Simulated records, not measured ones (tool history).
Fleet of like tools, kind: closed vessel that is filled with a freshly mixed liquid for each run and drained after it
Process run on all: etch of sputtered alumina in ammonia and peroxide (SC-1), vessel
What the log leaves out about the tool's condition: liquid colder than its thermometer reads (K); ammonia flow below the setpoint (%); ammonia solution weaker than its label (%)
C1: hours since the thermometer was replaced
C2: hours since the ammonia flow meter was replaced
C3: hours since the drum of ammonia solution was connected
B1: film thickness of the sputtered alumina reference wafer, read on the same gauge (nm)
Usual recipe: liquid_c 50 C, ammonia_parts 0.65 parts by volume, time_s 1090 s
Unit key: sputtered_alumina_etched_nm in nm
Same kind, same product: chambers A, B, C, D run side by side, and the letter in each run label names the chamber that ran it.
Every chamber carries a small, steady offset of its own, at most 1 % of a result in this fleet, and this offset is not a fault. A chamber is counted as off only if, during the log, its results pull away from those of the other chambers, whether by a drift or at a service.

Run 1C, hour 5.5: usual settings; C1 128.2; C2 375.4; C3 249.2; B1 139.99. Result: sputtered_alumina_etched_nm 43.098 nm.
Run 2B, hour 13.6: usual settings; C1 452.7; C2 1513.1; C3 464.1; B1 139.98. Result: sputtered_alumina_etched_nm 43.297 nm.
Run 3A, hour 19.2: usual settings; C1 2084.9; C2 385.3; C3 674.0; B1 140.00. Result: sputtered_alumina_etched_nm 43.153 nm.
Run 4D, hour 25.6: usual settings; C1 371.9; C2 1464.6; C3 188.7; B1 140.01. Result: sputtered_alumina_etched_nm 43.477 nm.
Run 5B, hour 30.9: usual settings; C1 470.0; C2 1530.4; C3 481.4; B1 139.99. Result: sputtered_alumina_etched_nm 43.562 nm.
Run 6A, hour 37.2: usual settings; C1 2102.9; C2 403.3; C3 692.0; B1 140.01. Result: sputtered_alumina_etched_nm 43.160 nm.
Run 7C, hour 43.8: usual settings; C1 166.5; C2 413.7; C3 287.5; B1 139.97. Result: sputtered_alumina_etched_nm 42.982 nm.
Run 8D, hour 48.0: usual settings but ammonia_parts 0.45 parts by volume, time_s 575 s; C1 394.3; C2 1487.0; C3 211.1; B1 140.01. Result: sputtered_alumina_etched_nm 22.112 nm.
Run 9D, hour 54.7: usual settings but ammonia_parts 0.45 parts by volume, time_s 575 s; C1 401.0; C2 1493.7; C3 217.8; B1 139.97. Result: sputtered_alumina_etched_nm 21.956 nm.
At hour 59.1: chamber A: thermometer replaced.
Run 10C, hour 60.2: usual settings but ammonia_parts 0.45 parts by volume, time_s 575 s; C1 182.9; C2 430.1; C3 303.9; B1 139.99. Result: sputtered_alumina_etched_nm 21.699 nm.
Run 11B, hour 64.7: usual settings but ammonia_parts 0.45 parts by volume, time_s 575 s; C1 503.8; C2 1564.2; C3 515.2; B1 140.01. Result: sputtered_alumina_etched_nm 22.188 nm.
Run 12A, hour 71.8: usual settings; C1 12.7; C2 437.9; C3 726.6; B1 139.98. Result: sputtered_alumina_etched_nm 42.946 nm.
Run 13A, hour 76.6: usual settings; C1 17.5; C2 442.7; C3 731.4; B1 140.04. Result: sputtered_alumina_etched_nm 43.928 nm.
Run 14C, hour 83.5: usual settings; C1 206.2; C2 453.4; C3 327.2; B1 139.99. Result: sputtered_alumina_etched_nm 43.415 nm.
Run 15B, hour 91.4: usual settings; C1 530.5; C2 1590.9; C3 541.9; B1 140.01. Result: sputtered_alumina_etched_nm 42.982 nm.
At hour 94.3: chamber A: new drum of ammonia solution connected.
Run 16D, hour 96.0: usual settings; C1 442.3; C2 1535.0; C3 259.1; B1 140.00. Result: sputtered_alumina_etched_nm 43.388 nm.
Run 17A, hour 101.6: usual settings; C1 42.5; C2 467.7; C3 7.4; B1 140.02. Result: sputtered_alumina_etched_nm 43.640 nm.
At hour 102.5: chamber B: new drum of ammonia solution connected.
Run 18C, hour 108.1: usual settings; C1 230.8; C2 478.0; C3 351.8; B1 140.00. Result: sputtered_alumina_etched_nm 43.399 nm.
Run 19B, hour 114.6: usual settings; C1 553.7; C2 1614.1; C3 12.1; B1 139.99. Result: sputtered_alumina_etched_nm 41.465 nm.
Run 20D, hour 121.0: usual settings; C1 467.3; C2 1560.0; C3 284.1; B1 139.96. Result: sputtered_alumina_etched_nm 43.559 nm.
Run 21D, hour 126.6: usual settings; C1 472.9; C2 1565.6; C3 289.7; B1 140.01. Result: sputtered_alumina_etched_nm 43.461 nm.
Run 22C, hour 132.5: usual settings; C1 255.2; C2 502.4; C3 376.2; B1 140.00. Result: sputtered_alumina_etched_nm 43.731 nm.
Run 23B, hour 138.0: usual settings; C1 577.1; C2 1637.5; C3 35.5; B1 139.97. Result: sputtered_alumina_etched_nm 41.972 nm.
Run 24A, hour 145.3: usual settings; C1 86.2; C2 511.4; C3 51.1; B1 140.00. Result: sputtered_alumina_etched_nm 43.439 nm.
Run 25D, hour 149.4: usual settings; C1 495.7; C2 1588.4; C3 312.5; B1 140.01. Result: sputtered_alumina_etched_nm 43.668 nm.
Run 26B, hour 153.4: usual settings; C1 592.5; C2 1652.9; C3 50.9; B1 139.99. Result: sputtered_alumina_etched_nm 41.780 nm.
Run 27C, hour 158.6: usual settings; C1 281.3; C2 528.5; C3 402.3; B1 140.00. Result: sputtered_alumina_etched_nm 42.694 nm.
Run 28A, hour 165.8: usual settings but time_s 1540 s; C1 106.7; C2 531.9; C3 71.6; B1 140.00. Result: sputtered_alumina_etched_nm 60.519 nm.
Run 29B, hour 169.9: usual settings but time_s 1540 s; C1 609.0; C2 1669.4; C3 67.4; B1 140.00. Result: sputtered_alumina_etched_nm 59.319 nm.
Run 30C, hour 178.2: usual settings but time_s 1540 s; C1 300.9; C2 548.1; C3 421.9; B1 140.03. Result: sputtered_alumina_etched_nm 61.025 nm.
Run 31A, hour 182.5: usual settings but time_s 1540 s; C1 123.4; C2 548.6; C3 88.3; B1 140.00. Result: sputtered_alumina_etched_nm 61.983 nm.
Run 32D, hour 187.3: usual settings; C1 533.6; C2 1626.3; C3 350.4; B1 139.99. Result: sputtered_alumina_etched_nm 43.893 nm.
Run 33C, hour 191.7: usual settings; C1 314.4; C2 561.6; C3 435.4; B1 140.03. Result: sputtered_alumina_etched_nm 43.361 nm.
Run 34A, hour 195.6: usual settings; C1 136.5; C2 561.7; C3 101.4; B1 140.00. Result: sputtered_alumina_etched_nm 42.890 nm.
At hour 200.9: chamber C: new drum of ammonia solution connected.
Run 35B, hour 203.4: usual settings; C1 642.5; C2 1702.9; C3 100.9; B1 140.00. Result: sputtered_alumina_etched_nm 41.350 nm.
Run 36D, hour 212.0: usual settings; C1 558.3; C2 1651.0; C3 375.1; B1 139.99. Result: sputtered_alumina_etched_nm 43.397 nm.
Run 37C, hour 220.1: usual settings; C1 342.8; C2 590.0; C3 19.3; B1 140.02. Result: sputtered_alumina_etched_nm 43.412 nm.
Run 38B, hour 225.5: usual settings; C1 664.6; C2 1725.0; C3 123.0; B1 139.98. Result: sputtered_alumina_etched_nm 40.447 nm.
Run 39D, hour 229.4: usual settings; C1 575.7; C2 1668.4; C3 392.5; B1 139.97. Result: sputtered_alumina_etched_nm 44.011 nm.
Run 40A, hour 234.3: usual settings; C1 175.2; C2 600.4; C3 140.1; B1 139.95. Result: sputtered_alumina_etched_nm 43.663 nm.
Run 41B, hour 242.8: usual settings but ammonia_parts 0.45 parts by volume, time_s 1595 s; C1 681.9; C2 1742.3; C3 140.3; B1 139.98. Result: sputtered_alumina_etched_nm 55.679 nm.
Run 42A, hour 247.4: usual settings but ammonia_parts 0.45 parts by volume, time_s 1595 s; C1 188.3; C2 613.5; C3 153.2; B1 139.98. Result: sputtered_alumina_etched_nm 60.313 nm.
Run 43D, hour 252.2: usual settings but ammonia_parts 0.45 parts by volume, time_s 1595 s; C1 598.5; C2 1691.2; C3 415.3; B1 140.02. Result: sputtered_alumina_etched_nm 60.874 nm.

Predict what each chamber gives when all 4 of them run the settings below next.
Run 44A, hour 258.7: usual settings but ammonia_parts 0.85 parts by volume. Result: sputtered_alumina_etched_nm ?.
Run 44B, hour 258.7: usual settings but ammonia_parts 0.85 parts by volume. Result: sputtered_alumina_etched_nm ?.
Run 44C, hour 258.7: usual settings but ammonia_parts 0.85 parts by volume. Result: sputtered_alumina_etched_nm ?.
Run 44D, hour 258.7: usual settings but ammonia_parts 0.85 parts by volume. Result: sputtered_alumina_etched_nm ?.

run  sputtered_alumina_etched_nm
44A                       44.249
44B                       41.074
44C                       44.515
44D                       44.511

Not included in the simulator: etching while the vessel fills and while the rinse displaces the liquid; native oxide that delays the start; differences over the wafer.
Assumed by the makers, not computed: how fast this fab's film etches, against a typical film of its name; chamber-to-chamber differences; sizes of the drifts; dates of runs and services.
